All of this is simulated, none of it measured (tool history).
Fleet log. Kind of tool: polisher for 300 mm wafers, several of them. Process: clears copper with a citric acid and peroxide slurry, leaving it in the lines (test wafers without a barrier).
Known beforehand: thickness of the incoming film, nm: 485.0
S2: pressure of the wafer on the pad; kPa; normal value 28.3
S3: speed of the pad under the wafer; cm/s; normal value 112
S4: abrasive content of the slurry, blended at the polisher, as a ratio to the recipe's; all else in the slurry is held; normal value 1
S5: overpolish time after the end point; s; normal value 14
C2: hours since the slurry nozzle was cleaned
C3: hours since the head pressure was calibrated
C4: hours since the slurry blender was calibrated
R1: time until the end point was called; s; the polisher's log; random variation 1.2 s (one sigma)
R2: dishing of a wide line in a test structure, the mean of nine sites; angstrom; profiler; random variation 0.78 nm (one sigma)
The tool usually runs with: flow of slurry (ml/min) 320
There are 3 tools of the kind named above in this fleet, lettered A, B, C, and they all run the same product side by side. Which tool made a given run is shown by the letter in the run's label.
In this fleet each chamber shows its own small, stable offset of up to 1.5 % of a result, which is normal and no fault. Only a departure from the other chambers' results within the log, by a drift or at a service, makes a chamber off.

{"day": 0.083, "done": "chamber B: worn pad replaced by a new one"}
{"run": "1B", "day": 0.292, "flow of slurry (ml/min)": 320, "S2": 28.3, "S3": 112, "S4": 1, "S5": 14, "wafers polished on this pad": 30, "C2": 8.4, "C3": 147.1, "C4": 391.5, "R1": 118.41, "R2": 425.71}
{"day": 0.338, "done": "chamber A: slurry nozzle cleaned"}
{"run": "2A", "day": 0.517, "flow of slurry (ml/min)": 320, "S2": 28.3, "S3": 112, "S4": 1, "S5": 14, "wafers polished on this pad": 657, "C2": 4.3, "C3": 758.4, "C4": 91.2, "R1": 119.86, "R2": 402.05}
{"day": 0.629, "done": "chamber B: slurry blender recalibrated"}
{"run": "3C", "day": 0.733, "flow of slurry (ml/min)": 320, "S2": 28.3, "S3": 112, "S4": 1, "S5": 14, "wafers polished on this pad": 549, "C2": 94.8, "C3": 303.5, "C4": 93.2, "R1": 118.38, "R2": 406.81}
{"run": "4A", "day": 1.083, "flow of slurry (ml/min)": 320, "S2": 28.3, "S3": 112, "S4": 1, "S5": 14, "wafers polished on this pad": 739, "C2": 17.9, "C3": 772, "C4": 104.8, "R1": 119.03, "R2": 414.93}
{"run": "5C", "day": 1.267, "flow of slurry (ml/min)": 320, "S2": 28.3, "S3": 112, "S4": 1, "S5": 14, "wafers polished on this pad": 626, "C2": 107.6, "C3": 316.3, "C4": 106, "R1": 116.98, "R2": 405.6}
{"run": "6B", "day": 1.596, "flow of slurry (ml/min)": 320, "S2": 28.3, "S3": 112, "S4": 1, "S5": 14, "wafers polished on this pad": 219, "C2": 39.7, "C3": 178.4, "C4": 23.3, "R1": 116.92, "R2": 420.67}
{"run": "7B", "day": 1.842, "flow of slurry (ml/min)": 320, "S2": 35.9, "S3": 76, "S4": 1, "S5": 14, "wafers polished on this pad": 255, "C2": 45.6, "C3": 184.3, "C4": 29.2, "R1": 140.15, "R2": 370.48}
{"run": "8C", "day": 2.004, "flow of slurry (ml/min)": 320, "S2": 35.9, "S3": 76, "S4": 1, "S5": 14, "wafers polished on this pad": 733, "C2": 125.3, "C3": 334, "C4": 123.7, "R1": 140.58, "R2": 367.62}
{"run": "9A", "day": 2.367, "flow of slurry (ml/min)": 320, "S2": 35.9, "S3": 76, "S4": 1, "S5": 14, "wafers polished on this pad": 925, "C2": 48.7, "C3": 802.8, "C4": 135.6, "R1": 138.35, "R2": 364.63}
{"run": "10B", "day": 2.646, "flow of slurry (ml/min)": 320, "S2": 28.3, "S3": 112, "S4": 1, "S5": 14, "wafers polished on this pad": 371, "C2": 64.9, "C3": 203.6, "C4": 48.5, "R1": 119.15, "R2": 410.02}
{"run": "11C", "day": 2.85, "flow of slurry (ml/min)": 320, "S2": 28.3, "S3": 112, "S4": 1, "S5": 14, "wafers polished on this pad": 856, "C2": 145.6, "C3": 354.3, "C4": 144, "R1": 122.06, "R2": 417.12}
{"run": "12A", "day": 3.175, "flow of slurry (ml/min)": 320, "S2": 28.3, "S3": 112, "S4": 1, "S5": 14, "wafers polished on this pad": 1043, "C2": 68.1, "C3": 822.2, "C4": 155, "R1": 121.04, "R2": 409.34}
{"run": "13A", "day": 3.404, "flow of slurry (ml/min)": 320, "S2": 28.3, "S3": 112, "S4": 1, "S5": 14, "wafers polished on this pad": 1076, "C2": 73.6, "C3": 827.7, "C4": 160.5, "R1": 118.58, "R2": 407.64}
{"run": "14B", "day": 3.675, "flow of slurry (ml/min)": 320, "S2": 28.3, "S3": 112, "S4": 1, "S5": 14, "wafers polished on this pad": 521, "C2": 89.6, "C3": 228.3, "C4": 73.2, "R1": 118.19, "R2": 429.75}
{"run": "15C", "day": 4.008, "flow of slurry (ml/min)": 320, "S2": 28.3, "S3": 112, "S4": 1, "S5": 14, "wafers polished on this pad": 1024, "C2": 173.4, "C3": 382.1, "C4": 171.8, "R1": 120.36, "R2": 416.83}
{"run": "16C", "day": 4.333, "flow of slurry (ml/min)": 320, "S2": 28.3, "S3": 112, "S4": 1, "S5": 14, "wafers polished on this pad": 1071, "C2": 181.2, "C3": 389.9, "C4": 179.6, "R1": 116.7, "R2": 419.23}
{"day": 4.575, "done": "chamber C: worn pad replaced by a new one"}
{"run": "17B", "day": 4.579, "flow of slurry (ml/min)": 320, "S2": 28.3, "S3": 124, "S4": 1.25, "S5": 14, "wafers polished on this pad": 652, "C2": 111.3, "C3": 250, "C4": 94.9, "R1": 101.18, "R2": 469.52}
{"run": "18A", "day": 4.812, "flow of slurry (ml/min)": 320, "S2": 28.3, "S3": 124, "S4": 1.25, "S5": 14, "wafers polished on this pad": 1280, "C2": 107.4, "C3": 861.5, "C4": 194.3, "R1": 107.58, "R2": 445.33}
{"run": "19C", "day": 4.992, "flow of slurry (ml/min)": 320, "S2": 28.3, "S3": 124, "S4": 1.25, "S5": 14, "wafers polished on this pad": 60, "C2": 197, "C3": 405.7, "C4": 195.4, "R1": 102.81, "R2": 479.05}
{"run": "20B", "day": 5.271, "flow of slurry (ml/min)": 320, "S2": 28.3, "S3": 112, "S4": 1, "S5": 14, "wafers polished on this pad": 752, "C2": 127.9, "C3": 266.6, "C4": 111.5, "R1": 117.67, "R2": 401.86}
{"day": 5.492, "done": "chamber B: worn pad replaced by a new one"}
{"day": 5.575, "done": "chamber C: slurry blender recalibrated"}
{"run": "21A", "day": 5.604, "flow of slurry (ml/min)": 320, "S2": 28.3, "S3": 112, "S4": 1, "S5": 14, "wafers polished on this pad": 1395, "C2": 126.4, "C3": 880.5, "C4": 213.3, "R1": 126.2, "R2": 403.11}
{"run": "22B", "day": 5.879, "flow of slurry (ml/min)": 320, "S2": 28.3, "S3": 112, "S4": 1, "S5": 14, "wafers polished on this pad": 56, "C2": 142.5, "C3": 281.2, "C4": 126.1, "R1": 116.33, "R2": 426.1}
{"run": "23C", "day": 6.121, "flow of slurry (ml/min)": 320, "S2": 28.3, "S3": 112, "S4": 1, "S5": 14, "wafers polished on this pad": 224, "C2": 224.1, "C3": 432.8, "C4": 13.2, "R1": 117.79, "R2": 406.02}
{"run": "24A", "day": 6.433, "flow of slurry (ml/min)": 320, "S2": 33.1, "S3": 112, "S4": 1.3, "S5": 14, "wafers polished on this pad": 1515, "C2": 146.3, "C3": 900.4, "C4": 233.2, "R1": 104.99, "R2": 467.4}
{"run": "25A", "day": 6.746, "flow of slurry (ml/min)": 320, "S2": 33.1, "S3": 112, "S4": 1.3, "S5": 14, "wafers polished on this pad": 1561, "C2": 153.8, "C3": 907.9, "C4": 240.7, "R1": 106.13, "R2": 455.17}
{"run": "26C", "day": 6.946, "flow of slurry (ml/min)": 320, "S2": 33.1, "S3": 112, "S4": 1.3, "S5": 14, "wafers polished on this pad": 343, "C2": 243.9, "C3": 452.6, "C4": 33, "R1": 96.627, "R2": 485.01}
{"run": "27B", "day": 7.304, "flow of slurry (ml/min)": 320, "S2": 28.3, "S3": 112, "S4": 1, "S5": 14, "wafers polished on this pad": 263, "C2": 176.7, "C3": 315.4, "C4": 160.3, "R1": 118.81, "R2": 407.73}

Which is it: a chamber that has drifted or been left off by a service, a gauge drift common to all chambers, or only each chamber's usual small offset? If a chamber is off, name it and its likeliest cause.

It is chamber A that slowly wanders off from its peers.
Most likely cause: removal rate lost through wear of the pad, % = 10.6.
The log may not separate it from: head's pressure below its setpoint, %; abrasive missing from the slurry, %.

Which of the 4 candidates below, each the usual settings with something changed and its results left as question marks, puts chamber A back in line with what the other chambers give on the usual settings?
A result is in line if it is within this distance of the other chambers' mean on the usual settings: R1 4.3 s; R2 27 angstrom
{"run": "28A-1", "day": 7.575, "flow of slurry (ml/min)": 320, "S2": 29.6, "S3": 120, "S4": 1, "S5": 14, "R1": "?", "R2": "?"}
{"run": "28A-2", "day": 7.575, "flow of slurry (ml/min)": 320, "S2": 27.6, "S3": 108, "S4": 1, "S5": 14, "R1": "?", "R2": "?"}
{"run": "28A-3", "day": 7.575, "flow of slurry (ml/min)": 320, "S2": 29, "S3": 116, "S4": 1, "S5": 14, "R1": "?", "R2": "?"}
{"run": "28A-4", "day": 7.575, "flow of slurry (ml/min)": 320, "S2": 26.9, "S3": 104, "S4": 1, "S5": 14, "R1": "?", "R2": "?"}

The mean the other chambers reach with the usual settings: R1 118.3 s; R2 413.16 angstrom
run=28A-1 R1=118.86 R2=419.99
run=28A-2 R1=141.22 R2=358.79
run=28A-3 R1=125.68 R2=399.21
run=28A-4 R1=150.1 R2=339.18
28A-1 brings the chamber back in line.
